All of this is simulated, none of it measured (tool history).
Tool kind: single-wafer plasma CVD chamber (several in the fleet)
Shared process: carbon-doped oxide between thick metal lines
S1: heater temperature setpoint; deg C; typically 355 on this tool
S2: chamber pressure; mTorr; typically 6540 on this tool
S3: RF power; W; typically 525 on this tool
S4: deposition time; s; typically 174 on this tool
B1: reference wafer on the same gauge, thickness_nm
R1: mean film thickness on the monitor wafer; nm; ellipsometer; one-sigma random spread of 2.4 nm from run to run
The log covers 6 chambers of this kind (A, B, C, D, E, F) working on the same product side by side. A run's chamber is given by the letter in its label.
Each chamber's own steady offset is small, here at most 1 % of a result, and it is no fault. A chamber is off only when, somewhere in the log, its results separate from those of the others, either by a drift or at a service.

run     day   S1    S2   S3   S4      B1      R1
 1D   0.417  355  6540  525  174  976.87  915.09
 2C   0.862  355  6540  525  174  976.61  926.16
 3A   1.092  355  6540  525  174  976.93  921.98
 4E   1.371  355  6540  525  174   977.5  926.61
 5F   1.829  355  6540  525  174  977.14  921.84
 6B   2.196  355  5020  480  174  977.26  845.95
 7A   2.575  355  5020  480  174  976.38   843.4
 8C   2.875  355  5020  480  174  976.92  850.18
 9D   3.308  355  5020  480  174  976.94  838.09
10F   3.571  355  5020  480  174   976.9  847.05
11B   3.879  355  5020  480  174  976.86  841.45
      4.162  -- chamber D: RF generator calibrated
12E   4.292  355  6540  525  174  977.08  927.86
13A   4.604  355  6540  525  174  977.64  921.72
      4.667  -- chamber D: thermocouple changed; heater temperature recalibrated
14B   4.921  355  6540  525  174  976.24  928.42
15F   5.167  355  6540  525  174  977.49  924.54
16D   5.392  355  6540  525  174  976.94  916.59
17C   5.667  355  6540  525  174  976.97   926.7
18E   6.121  355  6540  525  174  977.35  928.33
      6.346  -- chamber F: RF generator calibrated
19D   6.454  355  6540  525  174  976.92  918.74
20F   6.692  355  6540  525  174  976.99  919.29
21B   7.025  355  6540  525  174     977  928.79
      7.246  -- chamber C: thermocouple changed; heater temperature recalibrated
22C   7.425  355  6540  525  174   977.1  927.34
23E   7.833  355  6540  525  174  976.68  925.02
24A   8.088  355  6540  525  174  976.59  917.73
      8.288  -- chamber A: RF generator calibrated
25B   8.546  355  6540  525  174  976.73  923.73
26F    8.95  355  6540  525  174   977.5  927.21
27D   9.283  355  6540  525  174  976.86   918.2
      9.433  -- chamber C: RF generator calibrated
28C   9.508  355  6540  525  174  977.09  924.22
29E   9.846  355  6540  525  174  976.46   928.3
30A  10.117  355  6540  525  174   977.2  921.74
     10.312  -- chamber A: thermocouple changed; heater temperature recalibrated
31B  10.342  355  6540  525  174   977.3   922.2
32A  10.696  355  6540  525  174   976.9  919.61
33D  11.012  355  6540  525  174  977.05  913.67
34F  11.229  355  6540  525  174  977.28  925.01
35E  11.462  355  6540  525  174  977.23  930.76
36C  11.921  355  6540  525  174  977.06  925.29
37F  12.196  355  6540  525  174  977.06  923.76
38E  12.633  355  6540  525  174   976.8  931.18
39C  12.904  355  6540  525  174  977.13  926.07

Decide between three cases: one chamber stands off from its peers, the gauge reading all wafers drifts, or nothing is wrong past each chamber's small offset. Where a chamber is off, say which and what most likely put it there.

Nothing is wrong: each chamber keeps only its own small, steady offset and the gauge holds still.
